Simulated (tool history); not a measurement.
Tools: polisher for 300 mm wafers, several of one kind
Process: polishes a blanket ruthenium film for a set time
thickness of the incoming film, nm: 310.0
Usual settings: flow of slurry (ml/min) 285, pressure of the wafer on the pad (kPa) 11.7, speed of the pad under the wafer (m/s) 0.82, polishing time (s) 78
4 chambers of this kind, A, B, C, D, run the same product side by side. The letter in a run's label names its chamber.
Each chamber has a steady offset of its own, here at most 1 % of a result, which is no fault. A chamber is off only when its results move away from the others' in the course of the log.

run   hour  flow of slurry (ml/min)  pressure of the wafer on the pad (kPa)  speed of the pad under the wafer (m/s)  polishing time (s)  wafers polished on this pad  hours since the slurry nozzle was cleaned  hours since the head pressure was calibrated  film removed (angstrom)
 1A   12.2                      285                                    11.7                                    0.82                  78                          906                                        366                                         605.3                   566.47
 2C   25.6                      285                                    11.7                                    0.82                  78                          387                                      539.4                                         411.7                    562.3
 3D   33.2                      285                                    11.7                                    0.82                  78                          373                                      183.3                                         325.2                   561.04
      37.6  -- chamber A: slurry nozzle cleaned
      45.5  -- chamber B: slurry nozzle cleaned
 4B   46.2                      285                                    11.7                                    0.82                  78                         1173                                        0.7                                         384.1                   554.21
 5C   57.6                      285                                    11.7                                    0.82                  78                          632                                      571.4                                         443.7                   561.67
      62.2  -- chamber C: worn pad replaced by a new one
        64  -- chamber C: slurry nozzle cleaned
 6A     66                      285                                    11.7                                    0.96                  78                         1318                                       28.4                                         659.1                   643.15
      78.9  -- chamber D: worn pad replaced by a new one
 7B   80.6                      285                                    11.7                                    0.96                  78                         1436                                       35.1                                         418.5                   656.07
      82.8  -- chamber B: worn pad replaced by a new one
 8D   88.3                      285                                    11.7                                    0.96                  78                           72                                      238.4                                         380.3                   662.88
 9C   99.1                      285                                    11.7                                    0.96                  78                          282                                       35.1                                         485.2                   662.66
10B  110.6                      285                                    11.7                                    0.82                  87                          213                                       65.1                                         448.5                   612.14
11D  120.6                      285                                    11.7                                    0.82                  87                          319                                      270.7                                         412.6                      630
12A  134.1                      285                                    11.7                                    0.82                  87                         1839                                       96.5                                         727.2                   604.33
     134.9  -- chamber C: worn pad replaced by a new one
13A  146.8                      285                                    11.7                                    0.82                  87                         1936                                      109.2                                         739.9                   589.33
14D  155.6                      285                                    11.7                                    0.82                  78                          587                                      305.7                                         447.6                   560.56
15C  163.1                      285                                    11.7                                    0.82                  78                          215                                       99.1                                         549.2                   568.31
     164.3  -- chamber D: worn pad replaced by a new one
16B  172.5                      285                                    11.7                                    0.82                  78                          687                                        127                                         510.4                   559.34
17B  184.4                      285                                    11.7                                    0.82                  78                          778                                      138.9                                         522.3                   554.18
18A  200.4                      285                                    11.7                                    0.82                  78                         2347                                      162.8                                         793.5                   524.98
19C  209.8                      285                                    11.7                                    0.82                  78                          573                                      145.8                                         595.9                   559.32
     216.8  -- chamber D: head pressure recalibrated
     217.6  -- chamber C: worn pad replaced by a new one
20D  219.4                      285                                    11.7                                    0.82                  78                          422                                      369.5                                           2.6                   558.95
21B  234.2                      285                                    11.7                                    0.82                  78                         1159                                      188.7                                         572.1                   557.99
     239.3  -- chamber B: worn pad replaced by a new one
22C  247.9                      285                                    11.7                                    0.82                  78                          232                                      183.9                                           634                   565.98
       251  -- chamber D: worn pad replaced by a new one
23A  257.5                      285                                    11.7                                    0.82                  78                         2784                                      219.9                                         850.6                   506.47
24D  266.4                      285                                    11.7                                    0.82                  78                          117                                      416.5                                          49.6                   556.21
25D  277.1                      285                                    11.7                                    0.82                  78                          199                                      427.2                                          60.3                    564.7
26B    289                      285                                    11.7                                    0.82                  78                          381                                      243.5                                         626.9                   547.91

What goes on in this fleet: one chamber off, a drifting gauge, or nothing beyond the chambers' own small offsets? Name the chamber and the cause, if any.

Chamber A drifts away from the others.
Cause: removal rate lost through wear of the pad, % = 11.3.
The log may not tell that from: head's pressure below its setpoint, %.

Here are 4 candidates for chamber A's next run, each the usual settings with a change, their results left as question marks. Which one brings its results back in line with what the others give on the usual settings?
In line means no further than this from the other chambers' mean on the usual settings: film removed (angstrom) 23
27A-1  300.8                      285                                    13.1                                    0.82                  78                                                                                                                                              ?
27A-2  300.8                      285                                      11                                     0.8                  76                                                                                                                                              ?
27A-3  300.8                      290                                    13.1                                    0.92                  78                                                                                                                                              ?
27A-4  300.8                      285                                    10.3                                    0.72                  78                                                                                                                                              ?

The other chambers' mean on the usual settings: film removed (angstrom) 559.29
  run  film removed (angstrom)
27A-1                   549.97
27A-2                   440.62
27A-3                   619.05
27A-4                    381.1
27A-1 brings the chamber back in line.
